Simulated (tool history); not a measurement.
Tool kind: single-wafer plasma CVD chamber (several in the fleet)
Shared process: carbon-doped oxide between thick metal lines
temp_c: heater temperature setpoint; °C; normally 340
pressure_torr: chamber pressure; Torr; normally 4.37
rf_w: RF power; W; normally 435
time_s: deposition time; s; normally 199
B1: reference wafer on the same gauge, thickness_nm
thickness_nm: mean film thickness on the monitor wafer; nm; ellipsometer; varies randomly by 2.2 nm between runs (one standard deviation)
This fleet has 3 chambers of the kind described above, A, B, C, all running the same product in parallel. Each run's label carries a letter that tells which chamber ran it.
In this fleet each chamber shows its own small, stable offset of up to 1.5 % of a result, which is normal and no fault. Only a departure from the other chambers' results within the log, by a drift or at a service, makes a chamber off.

At hour 2.7: chamber B: capacitance manometer re-zeroed and calibrated.
Run 1C, hour 4.4: usual settings; B1 829.10. Result: thickness_nm 929.95 nm.
Run 2B, hour 10.5: usual settings; B1 828.79. Result: thickness_nm 928.40 nm.
Run 3A, hour 15.3: usual settings; B1 829.55. Result: thickness_nm 919.81 nm.
Run 4A, hour 21.6: usual settings; B1 828.76. Result: thickness_nm 923.55 nm.
Run 5C, hour 27.2: usual settings; B1 829.15. Result: thickness_nm 929.50 nm.
Run 6B, hour 33.9: usual settings; B1 829.14. Result: thickness_nm 930.63 nm.
Run 7C, hour 38.7: usual settings; B1 829.01. Result: thickness_nm 929.63 nm.
Run 8A, hour 43.5: usual settings; B1 829.12. Result: thickness_nm 921.30 nm.
Run 9B, hour 49.7: usual settings; B1 829.19. Result: thickness_nm 930.00 nm.
Run 10C, hour 55.3: usual settings but temp_c 326 °C, pressure_torr 4.86 Torr; B1 829.64. Result: thickness_nm 985.13 nm.
Run 11A, hour 61.7: usual settings but temp_c 326 °C, pressure_torr 4.86 Torr; B1 828.45. Result: thickness_nm 975.40 nm.
Run 12B, hour 67.3: usual settings but temp_c 326 °C, pressure_torr 4.86 Torr; B1 828.70. Result: thickness_nm 984.63 nm.
Run 13C, hour 73.6: usual settings but temp_c 330 °C; B1 828.69. Result: thickness_nm 953.26 nm.
Run 14A, hour 79.0: usual settings but temp_c 330 °C; B1 828.88. Result: thickness_nm 949.81 nm.
Run 15B, hour 85.0: usual settings but temp_c 330 °C; B1 829.11. Result: thickness_nm 959.97 nm.
At hour 89.1: chamber B: thermocouple changed; heater temperature recalibrated.
Run 16A, hour 91.2: usual settings but pressure_torr 3.57 Torr, rf_w 355 W; B1 829.09. Result: thickness_nm 767.95 nm.
Run 17B, hour 97.2: usual settings but pressure_torr 3.57 Torr, rf_w 355 W; B1 829.23. Result: thickness_nm 776.73 nm.
Run 18C, hour 100.7: usual settings but pressure_torr 3.57 Torr, rf_w 355 W; B1 828.86. Result: thickness_nm 773.38 nm.
Run 19A, hour 106.4: usual settings; B1 829.19. Result: thickness_nm 921.44 nm.
Run 20C, hour 110.4: usual settings; B1 829.45. Result: thickness_nm 926.66 nm.
Run 21B, hour 113.8: usual settings; B1 829.19. Result: thickness_nm 929.81 nm.
Run 22B, hour 117.5: usual settings; B1 828.98. Result: thickness_nm 929.80 nm.
Run 23A, hour 120.9: usual settings; B1 828.89. Result: thickness_nm 922.02 nm.
Run 24C, hour 127.1: usual settings; B1 828.93. Result: thickness_nm 925.56 nm.
Run 25C, hour 133.4: usual settings; B1 828.76. Result: thickness_nm 927.63 nm.
Run 26B, hour 137.4: usual settings but pressure_torr 3.64 Torr; B1 829.21. Result: thickness_nm 906.63 nm.
Run 27A, hour 141.1: usual settings but pressure_torr 3.64 Torr; B1 828.92. Result: thickness_nm 898.51 nm.
Run 28B, hour 147.6: usual settings but pressure_torr 3.64 Torr; B1 828.93. Result: thickness_nm 904.25 nm.
Run 29C, hour 153.2: usual settings but time_s 181 s; B1 828.59. Result: thickness_nm 841.05 nm.
Run 30A, hour 157.8: usual settings but time_s 181 s; B1 828.63. Result: thickness_nm 834.68 nm.
Run 31C, hour 161.5: usual settings but time_s 181 s; B1 828.46. Result: thickness_nm 845.88 nm.
Run 32B, hour 165.2: usual settings; B1 829.20. Result: thickness_nm 927.51 nm.
Run 33A, hour 171.2: usual settings; B1 828.89. Result: thickness_nm 917.62 nm.
Run 34C, hour 177.5: usual settings but rf_w 495 W; B1 828.84. Result: thickness_nm 1009.10 nm.
Run 35A, hour 183.5: usual settings but rf_w 495 W; B1 829.17. Result: thickness_nm 1005.20 nm.
Run 36B, hour 189.6: usual settings but rf_w 495 W; B1 829.54. Result: thickness_nm 1011.30 nm.
Run 37B, hour 194.8: usual settings; B1 829.05. Result: thickness_nm 928.08 nm.

Next, all 3 chambers run the settings below, one line each with question marks for the results. What does each chamber give?
Run 38A, hour 199.8: usual settings but pressure_torr 3.91 Torr. Result: thickness_nm ?.
Run 38B, hour 199.8: usual settings but pressure_torr 3.91 Torr. Result: thickness_nm ?.
Run 38C, hour 199.8: usual settings but pressure_torr 3.91 Torr. Result: thickness_nm ?.

run  thickness_nm
38A        906.49
38B        912.91
38C        909.83

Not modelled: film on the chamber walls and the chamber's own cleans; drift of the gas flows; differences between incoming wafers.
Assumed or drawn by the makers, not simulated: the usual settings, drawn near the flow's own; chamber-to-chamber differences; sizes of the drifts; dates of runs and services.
